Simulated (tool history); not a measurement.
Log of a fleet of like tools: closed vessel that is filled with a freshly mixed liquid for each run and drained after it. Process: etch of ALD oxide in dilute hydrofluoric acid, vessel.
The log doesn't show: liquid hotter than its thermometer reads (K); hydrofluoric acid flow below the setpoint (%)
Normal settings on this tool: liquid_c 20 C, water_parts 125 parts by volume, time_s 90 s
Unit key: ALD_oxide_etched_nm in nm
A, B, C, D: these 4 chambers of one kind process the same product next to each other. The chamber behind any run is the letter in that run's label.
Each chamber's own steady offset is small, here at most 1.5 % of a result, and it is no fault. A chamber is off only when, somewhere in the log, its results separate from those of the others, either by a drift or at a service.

run   hour  liquid_c  water_parts  time_s  hours since the thermometer was replaced  hours since the hydrofluoric acid flow meter was replaced  read-back film thickness of the ALD oxide reference wafer, read on the same gauge (nm)  ALD_oxide_etched_nm
 1B   11.9        20          125      90                                     120.9                                                      110.4                                                                                  59.994               16.436
 2D   20.5        20          125      90                                     702.8                                                      334.4                                                                                  59.998               16.301
 3C   31.1        20          125      90                                    1251.9                                                       1793                                                                                      60               16.074
 4A   44.1        20          125      90                                    1177.2                                                      296.4                                                                                  59.982               16.194
 5A     51        20          125      90                                    1184.1                                                      303.3                                                                                  60.002               16.157
 6B   58.7        20          125      90                                     167.7                                                      157.2                                                                                  60.009                16.49
 7C   67.1        20          125      90                                    1287.9                                                       1829                                                                                  59.997               16.273
 8D   78.8        20          125      90                                     761.1                                                      392.7                                                                                  59.988               16.161
 9A   90.3        20          125      90                                    1223.4                                                      342.6                                                                                  59.996               16.037
10B    102        20          125      90                                       211                                                      200.5                                                                                   60.01               16.566
11C    110        20          125      90                                    1330.8                                                     1871.9                                                                                  60.016               16.154
12D  117.9        20          125      90                                     800.2                                                      431.8                                                                                  59.999                 16.1
13A  127.3        20          125      90                                    1260.4                                                      379.6                                                                                  60.025               15.752
     130.3  -- chamber C: thermometer replaced
14C  135.9      24.5          175      90                                       5.6                                                     1897.8                                                                                  60.028               13.058
15D  147.2      24.5          175      90                                     829.5                                                      461.1                                                                                  60.008               13.211
16B  155.6      24.5          175      90                                     264.6                                                      254.1                                                                                  60.019               13.422
17D  167.5      24.5          175      90                                     849.8                                                      481.4                                                                                  60.015               13.044
18C  176.3        20          125      90                                        46                                                     1938.2                                                                                   59.99               16.352
19B  182.7        20          125      90                                     291.7                                                      281.2                                                                                  60.001               16.485
20A  193.1        20          180     135                                    1326.2                                                      445.4                                                                                  60.008               14.935
21D  206.1        20          180     135                                     888.4                                                        520                                                                                  59.979               15.913
22B  218.5        20          180     135                                     327.5                                                        317                                                                                  60.007               16.287
23A  228.9        20          180     135                                      1362                                                      481.2                                                                                  59.991                14.71
24C  237.8        20          175      90                                     107.5                                                     1999.7                                                                                  60.004                 10.9
25A  243.7        20          175      90                                    1376.8                                                        496                                                                                  59.993               10.021
26B  249.4        20          175      90                                     358.4                                                      347.9                                                                                   59.99               11.349

For the next run the whole fleet of 4 chambers uses the same settings. Give each chamber's results:
27A  258.9        20          125      90                                                                                                                                                                                                                 ?
27B  258.9        20          125      90                                                                                                                                                                                                                 ?
27C  258.9        20          125      90                                                                                                                                                                                                                 ?
27D  258.9        20          125      90                                                                                                                                                                                                                 ?

run  ALD_oxide_etched_nm
27A               14.949
27B               16.391
27C               16.208
27D               16.267

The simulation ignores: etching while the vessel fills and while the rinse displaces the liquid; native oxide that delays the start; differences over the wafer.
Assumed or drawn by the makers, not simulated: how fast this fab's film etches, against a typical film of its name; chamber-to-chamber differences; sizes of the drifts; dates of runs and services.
